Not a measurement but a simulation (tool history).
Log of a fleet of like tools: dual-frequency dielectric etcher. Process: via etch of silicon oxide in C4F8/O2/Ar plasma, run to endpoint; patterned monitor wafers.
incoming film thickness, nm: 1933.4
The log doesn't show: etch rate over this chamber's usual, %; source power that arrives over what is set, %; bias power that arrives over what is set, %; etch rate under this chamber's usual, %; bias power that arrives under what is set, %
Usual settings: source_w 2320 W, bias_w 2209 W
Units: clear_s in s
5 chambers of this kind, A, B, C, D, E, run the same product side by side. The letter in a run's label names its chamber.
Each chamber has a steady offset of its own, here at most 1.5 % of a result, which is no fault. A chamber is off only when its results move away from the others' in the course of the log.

| run | hour | source_w | bias_w | hours since the last wet clean | hours since the last source power generator calibration | hours since the last bias power generator calibration | clear_s |
|---|---|---|---|---|---|---|---|
| 1E | 8.4 | 2320 | 2209 | 297.8 | 2783.0 | 1212.2 | 352.77 |
| 2B | 15.9 | 2320 | 2209 | 57.2 | 880.0 | 3916.6 | 347.98 |
| 3D | 23.6 | 2320 | 2209 | 541.7 | 3367.3 | 1299.1 | 347.45 |
| 4A | 30.9 | 2320 | 2209 | 106.1 | 732.1 | 2518.8 | 355.53 |
| 5C | 39.2 | 2320 | 2209 | 79.8 | 3966.3 | 1992.4 | 344.38 |
| 6C | 44.2 | 2320 | 2209 | 84.8 | 3971.3 | 1997.4 | 348.69 |
| 7E | 54.9 | 2320 | 2209 | 344.3 | 2829.5 | 1258.7 | 353.77 |
| 8D | 63.1 | 2320 | 2209 | 581.2 | 3406.8 | 1338.6 | 352.89 |
| 9A | 73.4 | 2320 | 2209 | 148.6 | 774.6 | 2561.3 | 353.31 |
| 10B | 83.1 | 2320 | 2209 | 124.4 | 947.2 | 3983.8 | 350.29 |
| 11C | 89.0 | 2320 | 2209 | 129.6 | 4016.1 | 2042.2 | 342.64 |
|  | 98.5 | chamber D: wet clean of the chamber |
| 12E | 99.0 | 2320 | 2209 | 388.4 | 2873.6 | 1302.8 | 346.83 |
| 13D | 107.9 | 2320 | 2209 | 9.4 | 3451.6 | 1383.4 | 347.94 |
| 14A | 113.0 | 2320 | 2209 | 188.2 | 814.2 | 2600.9 | 349.62 |
| 15B | 123.5 | 2320 | 2209 | 164.8 | 987.6 | 4024.2 | 345.81 |
| 16C | 128.8 | 2560 | 1998 | 169.4 | 4055.9 | 2082.0 | 342.06 |
| 17A | 138.3 | 2560 | 1998 | 213.5 | 839.5 | 2626.2 | 348.17 |
| 18D | 145.9 | 2560 | 1998 | 47.4 | 3489.6 | 1421.4 | 348.97 |
| 19E | 152.0 | 2560 | 1998 | 441.4 | 2926.6 | 1355.8 | 346.59 |
| 20B | 160.4 | 2560 | 1998 | 201.7 | 1024.5 | 4061.1 | 342.69 |
| 21D | 165.3 | 2320 | 2209 | 66.8 | 3509.0 | 1440.8 | 353.81 |
| 22B | 174.6 | 2320 | 2209 | 215.9 | 1038.7 | 4075.3 | 346.48 |
| 23E | 179.6 | 2320 | 2209 | 469.0 | 2954.2 | 1383.4 | 354.88 |
| 24A | 186.0 | 2320 | 2209 | 261.2 | 887.2 | 2673.9 | 350.02 |
| 25C | 195.8 | 2320 | 2209 | 236.4 | 4122.9 | 2149.0 | 346.67 |
| 26C | 205.6 | 2320 | 2209 | 246.2 | 4132.7 | 2158.8 | 346.24 |
| 27D | 210.5 | 2320 | 2209 | 112.0 | 3554.2 | 1486.0 | 349.56 |
| 28B | 217.7 | 2320 | 2209 | 259.0 | 1081.8 | 4118.4 | 348.16 |
|  | 219.6 | chamber E: wet clean of the chamber |
| 29E | 224.9 | 2320 | 2209 | 5.4 | 2999.5 | 1428.7 | 351.60 |
| 30A | 231.7 | 2320 | 2209 | 306.9 | 932.9 | 2719.6 | 350.95 |
| 31E | 239.2 | 2320 | 2209 | 19.7 | 3013.8 | 1443.0 | 353.98 |
| 32C | 243.9 | 2320 | 2209 | 284.5 | 4171.0 | 2197.1 | 343.63 |
| 33B | 249.4 | 2040 | 2209 | 290.7 | 1113.5 | 4150.1 | 364.39 |
| 34A | 255.4 | 2040 | 2209 | 330.6 | 956.6 | 2743.3 | 373.27 |
| 35D | 266.3 | 2040 | 2209 | 167.8 | 3610.0 | 1541.8 | 368.14 |
| 36A | 272.2 | 2040 | 2209 | 347.4 | 973.4 | 2760.1 | 376.10 |

What goes on in this fleet: one chamber off, a drifting gauge, or nothing beyond the chambers' own small offsets? Name the chamber and the cause, if any.

No chamber stands off beyond its own small offset, and the gauge holds steady.

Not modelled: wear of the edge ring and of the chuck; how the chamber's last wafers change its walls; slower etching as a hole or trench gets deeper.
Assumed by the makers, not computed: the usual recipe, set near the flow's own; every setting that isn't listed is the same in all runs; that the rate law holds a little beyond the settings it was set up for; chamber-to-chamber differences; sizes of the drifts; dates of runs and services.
